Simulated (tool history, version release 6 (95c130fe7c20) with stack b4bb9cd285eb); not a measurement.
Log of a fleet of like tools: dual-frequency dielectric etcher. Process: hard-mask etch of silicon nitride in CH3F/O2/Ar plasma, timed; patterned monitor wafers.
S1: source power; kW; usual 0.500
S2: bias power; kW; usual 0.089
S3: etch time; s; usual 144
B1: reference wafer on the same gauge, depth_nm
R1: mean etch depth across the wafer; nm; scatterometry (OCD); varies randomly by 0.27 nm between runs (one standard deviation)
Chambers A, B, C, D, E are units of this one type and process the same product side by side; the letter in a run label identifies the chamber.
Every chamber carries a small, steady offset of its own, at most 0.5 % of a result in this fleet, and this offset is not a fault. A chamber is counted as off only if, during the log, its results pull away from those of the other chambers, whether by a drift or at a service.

{"run": "1C", "hour": 6.7, "S1": 0.5, "S2": 0.089, "S3": 144, "B1": 127.98, "R1": 118.14}
{"run": "2A", "hour": 15.2, "S1": 0.5, "S2": 0.089, "S3": 144, "B1": 128.04, "R1": 117.95}
{"run": "3D", "hour": 22.2, "S1": 0.5, "S2": 0.089, "S3": 144, "B1": 127.97, "R1": 118.34}
{"run": "4E", "hour": 28.6, "S1": 0.5, "S2": 0.089, "S3": 144, "B1": 128.05, "R1": 117.6}
{"run": "5B", "hour": 35.1, "S1": 0.5, "S2": 0.089, "S3": 144, "B1": 128.03, "R1": 118.57}
{"run": "6B", "hour": 43.3, "S1": 0.5, "S2": 0.089, "S3": 144, "B1": 128.04, "R1": 118.21}
{"run": "7D", "hour": 48.9, "S1": 0.54, "S2": 0.089, "S3": 144, "B1": 128.08, "R1": 122.14}
{"hour": 53.6, "done": "chamber D: wet clean of the chamber"}
{"run": "8A", "hour": 56.7, "S1": 0.54, "S2": 0.089, "S3": 144, "B1": 128.01, "R1": 121.66}
{"run": "9E", "hour": 65.4, "S1": 0.54, "S2": 0.089, "S3": 144, "B1": 128.01, "R1": 121.72}
{"hour": 65.9, "done": "chamber E: wet clean of the chamber"}
{"run": "10C", "hour": 71.8, "S1": 0.54, "S2": 0.089, "S3": 144, "B1": 128.07, "R1": 121.06}
{"run": "11C", "hour": 75.7, "S1": 0.54, "S2": 0.089, "S3": 144, "B1": 128.03, "R1": 121.04}
{"run": "12A", "hour": 81.2, "S1": 0.5, "S2": 0.089, "S3": 144, "B1": 128.05, "R1": 118.2}
{"run": "13D", "hour": 88.3, "S1": 0.5, "S2": 0.109, "S3": 144, "B1": 128.03, "R1": 127.66}
{"hour": 93.0, "done": "chamber C: wet clean of the chamber"}
{"run": "14E", "hour": 95.6, "S1": 0.5, "S2": 0.109, "S3": 144, "B1": 127.95, "R1": 126.91}
{"run": "15B", "hour": 100.6, "S1": 0.5, "S2": 0.109, "S3": 144, "B1": 127.99, "R1": 127.15}
{"hour": 105.3, "done": "chamber B: wet clean of the chamber"}
{"run": "16D", "hour": 107.6, "S1": 0.5, "S2": 0.109, "S3": 144, "B1": 128.03, "R1": 127.89}
{"run": "17C", "hour": 114.2, "S1": 0.5, "S2": 0.109, "S3": 144, "B1": 127.98, "R1": 126.87}
{"run": "18E", "hour": 118.5, "S1": 0.5, "S2": 0.089, "S3": 144, "B1": 127.97, "R1": 117.92}
{"run": "19A", "hour": 126.5, "S1": 0.58, "S2": 0.089, "S3": 144, "B1": 127.9, "R1": 125.01}
{"run": "20B", "hour": 132.2, "S1": 0.58, "S2": 0.089, "S3": 144, "B1": 128.01, "R1": 129.09}
{"run": "21B", "hour": 138.1, "S1": 0.58, "S2": 0.089, "S3": 144, "B1": 127.99, "R1": 128.93}
{"run": "22D", "hour": 143.9, "S1": 0.58, "S2": 0.089, "S3": 144, "B1": 127.94, "R1": 125.05}
{"run": "23A", "hour": 151.6, "S1": 0.58, "S2": 0.089, "S3": 144, "B1": 127.93, "R1": 125.28}
{"run": "24E", "hour": 159.0, "S1": 0.5, "S2": 0.089, "S3": 144, "B1": 127.95, "R1": 118.16}
{"run": "25C", "hour": 163.6, "S1": 0.5, "S2": 0.089, "S3": 144, "B1": 128.05, "R1": 117.98}
{"run": "26C", "hour": 170.4, "S1": 0.5, "S2": 0.089, "S3": 144, "B1": 127.96, "R1": 117.76}
{"run": "27E", "hour": 175.1, "S1": 0.5, "S2": 0.089, "S3": 144, "B1": 127.98, "R1": 117.28}
{"hour": 181.8, "done": "chamber A: wet clean of the chamber"}
{"run": "28A", "hour": 182.1, "S1": 0.5, "S2": 0.089, "S3": 144, "B1": 127.98, "R1": 118.1}
{"run": "29B", "hour": 190.2, "S1": 0.5, "S2": 0.089, "S3": 144, "B1": 127.97, "R1": 122.16}
{"run": "30D", "hour": 195.4, "S1": 0.55, "S2": 0.073, "S3": 144, "B1": 128.04, "R1": 114.55}
{"run": "31B", "hour": 204.4, "S1": 0.55, "S2": 0.073, "S3": 144, "B1": 128.01, "R1": 118.18}
{"run": "32A", "hour": 210.8, "S1": 0.55, "S2": 0.073, "S3": 144, "B1": 127.94, "R1": 114.48}
{"run": "33E", "hour": 215.2, "S1": 0.55, "S2": 0.073, "S3": 144, "B1": 127.99, "R1": 114.19}
{"run": "34D", "hour": 222.5, "S1": 0.55, "S2": 0.073, "S3": 144, "B1": 127.96, "R1": 114.62}
{"run": "35C", "hour": 226.7, "S1": 0.5, "S2": 0.089, "S3": 144, "B1": 127.96, "R1": 117.85}
{"run": "36B", "hour": 232.6, "S1": 0.43, "S2": 0.089, "S3": 144, "B1": 127.97, "R1": 115.06}
{"run": "37A", "hour": 236.9, "S1": 0.43, "S2": 0.089, "S3": 144, "B1": 128.06, "R1": 111.71}
{"run": "38E", "hour": 241.9, "S1": 0.43, "S2": 0.089, "S3": 144, "B1": 128.01, "R1": 111.18}
{"run": "39C", "hour": 248.1, "S1": 0.43, "S2": 0.089, "S3": 144, "B1": 127.95, "R1": 111.4}
{"run": "40D", "hour": 255.0, "S1": 0.43, "S2": 0.089, "S3": 144, "B1": 128.02, "R1": 111.66}
{"run": "41B", "hour": 262.5, "S1": 0.5, "S2": 0.089, "S3": 144, "B1": 128.01, "R1": 122.17}
{"run": "42E", "hour": 269.4, "S1": 0.5, "S2": 0.089, "S3": 144, "B1": 128.03, "R1": 117.69}
{"run": "43D", "hour": 274.3, "S1": 0.5, "S2": 0.089, "S3": 144, "B1": 127.96, "R1": 118.98}
{"run": "44A", "hour": 280.2, "S1": 0.5, "S2": 0.089, "S3": 144, "B1": 127.92, "R1": 117.85}

The same settings go to every chamber for the next run, one line per chamber below. Forecast the results for each:
{"run": "45A", "hour": 286.6, "S1": 0.58, "S2": 0.089, "S3": 144, "R1": "?"}
{"run": "45B", "hour": 286.6, "S1": 0.58, "S2": 0.089, "S3": 144, "R1": "?"}
{"run": "45C", "hour": 286.6, "S1": 0.58, "S2": 0.089, "S3": 144, "R1": "?"}
{"run": "45D", "hour": 286.6, "S1": 0.58, "S2": 0.089, "S3": 144, "R1": "?"}
{"run": "45E", "hour": 286.6, "S1": 0.58, "S2": 0.089, "S3": 144, "R1": "?"}

run=45A R1=125.01
run=45B R1=129.27
run=45C R1=124.82
run=45D R1=125.51
run=45E R1=124.43
